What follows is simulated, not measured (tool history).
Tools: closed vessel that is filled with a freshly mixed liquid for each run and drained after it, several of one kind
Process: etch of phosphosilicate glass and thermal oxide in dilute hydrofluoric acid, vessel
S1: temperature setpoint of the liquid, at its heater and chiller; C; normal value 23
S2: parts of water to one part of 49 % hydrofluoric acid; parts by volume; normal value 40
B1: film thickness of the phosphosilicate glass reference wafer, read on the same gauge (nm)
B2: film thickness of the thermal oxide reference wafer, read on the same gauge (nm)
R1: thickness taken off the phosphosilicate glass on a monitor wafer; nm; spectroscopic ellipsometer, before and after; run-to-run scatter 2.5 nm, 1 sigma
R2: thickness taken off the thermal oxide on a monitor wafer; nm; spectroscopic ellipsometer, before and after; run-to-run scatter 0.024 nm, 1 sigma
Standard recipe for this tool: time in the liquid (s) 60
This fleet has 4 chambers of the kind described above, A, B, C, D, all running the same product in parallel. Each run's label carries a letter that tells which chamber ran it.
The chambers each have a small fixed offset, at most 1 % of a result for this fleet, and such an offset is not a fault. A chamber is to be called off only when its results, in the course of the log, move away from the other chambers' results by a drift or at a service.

{"run": "1B", "day": 0.129, "S1": 23, "S2": 40, "time in the liquid (s)": 60, "B1": 139.96, "B2": 130.02, "R1": 312.51, "R2": 7.4665}
{"run": "2A", "day": 0.312, "S1": 23, "S2": 40, "time in the liquid (s)": 60, "B1": 139.99, "B2": 129.98, "R1": 306.63, "R2": 7.575}
{"run": "3D", "day": 0.45, "S1": 23, "S2": 40, "time in the liquid (s)": 60, "B1": 139.98, "B2": 130, "R1": 309.2, "R2": 7.5291}
{"run": "4C", "day": 0.621, "S1": 23, "S2": 40, "time in the liquid (s)": 60, "B1": 140.02, "B2": 129.98, "R1": 311.4, "R2": 7.5173}
{"run": "5D", "day": 0.846, "S1": 23, "S2": 40, "time in the liquid (s)": 60, "B1": 140.02, "B2": 130, "R1": 311.12, "R2": 7.5457}
{"run": "6B", "day": 0.992, "S1": 23, "S2": 40, "time in the liquid (s)": 60, "B1": 140.01, "B2": 130, "R1": 309.08, "R2": 7.5409}
{"run": "7A", "day": 1.15, "S1": 23, "S2": 40, "time in the liquid (s)": 60, "B1": 140, "B2": 130, "R1": 310.24, "R2": 7.5754}
{"run": "8C", "day": 1.312, "S1": 23, "S2": 40, "time in the liquid (s)": 60, "B1": 140.02, "B2": 130.01, "R1": 306.43, "R2": 7.521}
{"run": "9B", "day": 1.5, "S1": 26, "S2": 35, "time in the liquid (s)": 60, "B1": 140.03, "B2": 129.99, "R1": 404.43, "R2": 9.8256}
{"run": "10A", "day": 1.671, "S1": 26, "S2": 35, "time in the liquid (s)": 60, "B1": 140.01, "B2": 130.01, "R1": 407.47, "R2": 9.9393}
{"run": "11C", "day": 1.9, "S1": 26, "S2": 35, "time in the liquid (s)": 60, "B1": 139.96, "B2": 130.01, "R1": 402.88, "R2": 9.7367}
{"run": "12D", "day": 2.121, "S1": 26, "S2": 35, "time in the liquid (s)": 60, "B1": 140.03, "B2": 130.01, "R1": 402.91, "R2": 9.8195}
{"run": "13A", "day": 2.225, "S1": 23, "S2": 40, "time in the liquid (s)": 60, "B1": 140.02, "B2": 129.99, "R1": 311.92, "R2": 7.542}
{"run": "14D", "day": 2.375, "S1": 23, "S2": 60, "time in the liquid (s)": 30, "B1": 140.01, "B2": 129.99, "R1": 101.31, "R2": 2.4546}
{"run": "15B", "day": 2.583, "S1": 23, "S2": 60, "time in the liquid (s)": 30, "B1": 139.99, "B2": 130.01, "R1": 100.72, "R2": 2.4374}
{"run": "16C", "day": 2.8, "S1": 23, "S2": 60, "time in the liquid (s)": 30, "B1": 140.01, "B2": 129.99, "R1": 99.752, "R2": 2.4409}
{"run": "17C", "day": 2.917, "S1": 23, "S2": 60, "time in the liquid (s)": 30, "B1": 140, "B2": 130, "R1": 101.3, "R2": 2.434}
{"run": "18B", "day": 3.138, "S1": 23, "S2": 40, "time in the liquid (s)": 75, "B1": 140.01, "B2": 130.02, "R1": 390.54, "R2": 9.3862}
{"run": "19A", "day": 3.312, "S1": 23, "S2": 40, "time in the liquid (s)": 75, "B1": 139.99, "B2": 130, "R1": 393.66, "R2": 9.4556}
{"run": "20D", "day": 3.438, "S1": 23, "S2": 40, "time in the liquid (s)": 75, "B1": 140.01, "B2": 130, "R1": 385.15, "R2": 9.4548}
{"run": "21B", "day": 3.546, "S1": 23, "S2": 40, "time in the liquid (s)": 75, "B1": 140.04, "B2": 129.98, "R1": 393.64, "R2": 9.3906}
{"run": "22A", "day": 3.779, "S1": 23, "S2": 40, "time in the liquid (s)": 60, "B1": 140.05, "B2": 130, "R1": 310.51, "R2": 7.5392}
{"run": "23C", "day": 4.0, "S1": 23, "S2": 55, "time in the liquid (s)": 35, "B1": 139.98, "B2": 130, "R1": 128.12, "R2": 3.122}
{"run": "24D", "day": 4.212, "S1": 23, "S2": 55, "time in the liquid (s)": 35, "B1": 139.97, "B2": 130, "R1": 129.6, "R2": 3.1394}
{"run": "25D", "day": 4.396, "S1": 23, "S2": 55, "time in the liquid (s)": 35, "B1": 139.98, "B2": 130, "R1": 129.79, "R2": 3.1444}
{"run": "26C", "day": 4.579, "S1": 23, "S2": 55, "time in the liquid (s)": 35, "B1": 139.99, "B2": 129.99, "R1": 128.76, "R2": 3.1343}
{"run": "27A", "day": 4.788, "S1": 23, "S2": 40, "time in the liquid (s)": 60, "B1": 140.02, "B2": 130, "R1": 314.65, "R2": 7.5391}
{"run": "28B", "day": 5.0, "S1": 23, "S2": 25, "time in the liquid (s)": 60, "B1": 139.98, "B2": 129.99, "R1": 505.6, "R2": 12.417}
{"run": "29C", "day": 5.15, "S1": 23, "S2": 25, "time in the liquid (s)": 60, "B1": 139.99, "B2": 130.01, "R1": 499.69, "R2": 12.245}
{"run": "30D", "day": 5.308, "S1": 23, "S2": 25, "time in the liquid (s)": 60, "B1": 140.03, "B2": 130.01, "R1": 502.06, "R2": 12.3}
{"run": "31B", "day": 5.408, "S1": 23, "S2": 25, "time in the liquid (s)": 60, "B1": 140.03, "B2": 129.98, "R1": 510.45, "R2": 12.429}
{"run": "32A", "day": 5.596, "S1": 23, "S2": 40, "time in the liquid (s)": 60, "B1": 139.99, "B2": 129.99, "R1": 308.85, "R2": 7.5882}
{"run": "33C", "day": 5.742, "S1": 23, "S2": 40, "time in the liquid (s)": 60, "B1": 140, "B2": 129.99, "R1": 311.52, "R2": 7.537}
{"run": "34A", "day": 5.95, "S1": 23, "S2": 40, "time in the liquid (s)": 60, "B1": 140.03, "B2": 130, "R1": 319.15, "R2": 7.5572}
{"run": "35D", "day": 6.112, "S1": 26, "S2": 40, "time in the liquid (s)": 60, "B1": 140, "B2": 129.99, "R1": 351.62, "R2": 8.545}
{"run": "36B", "day": 6.246, "S1": 26, "S2": 40, "time in the liquid (s)": 60, "B1": 140.01, "B2": 130, "R1": 347.47, "R2": 8.4919}
{"run": "37B", "day": 6.433, "S1": 26, "S2": 40, "time in the liquid (s)": 60, "B1": 140, "B2": 130, "R1": 350.6, "R2": 8.5077}
{"run": "38D", "day": 6.567, "S1": 26, "S2": 40, "time in the liquid (s)": 60, "B1": 140.02, "B2": 129.99, "R1": 353.44, "R2": 8.5148}
{"run": "39C", "day": 6.712, "S1": 23, "S2": 40, "time in the liquid (s)": 60, "B1": 139.96, "B2": 129.99, "R1": 307.43, "R2": 7.4437}
{"run": "40A", "day": 6.896, "S1": 27, "S2": 40, "time in the liquid (s)": 90, "B1": 139.97, "B2": 129.99, "R1": 558.47, "R2": 13.34}
{"run": "41A", "day": 7.121, "S1": 27, "S2": 40, "time in the liquid (s)": 90, "B1": 140.01, "B2": 129.98, "R1": 554.32, "R2": 13.412}
{"run": "42B", "day": 7.242, "S1": 27, "S2": 40, "time in the liquid (s)": 90, "B1": 140.03, "B2": 129.99, "R1": 548.08, "R2": 13.31}

Each of the 4 chambers runs these same settings next. Fill in every chamber's results:
{"run": "43A", "day": 7.408, "S1": 23, "S2": 50, "time in the liquid (s)": 60, "R1": "?", "R2": "?"}
{"run": "43B", "day": 7.408, "S1": 23, "S2": 50, "time in the liquid (s)": 60, "R1": "?", "R2": "?"}
{"run": "43C", "day": 7.408, "S1": 23, "S2": 50, "time in the liquid (s)": 60, "R1": "?", "R2": "?"}
{"run": "43D", "day": 7.408, "S1": 23, "S2": 50, "time in the liquid (s)": 60, "R1": "?", "R2": "?"}

run=43A R1=247.97 R2=5.9435
run=43B R1=245.39 R2=5.8896
run=43C R1=245.78 R2=5.9749
run=43D R1=242.32 R2=5.9758
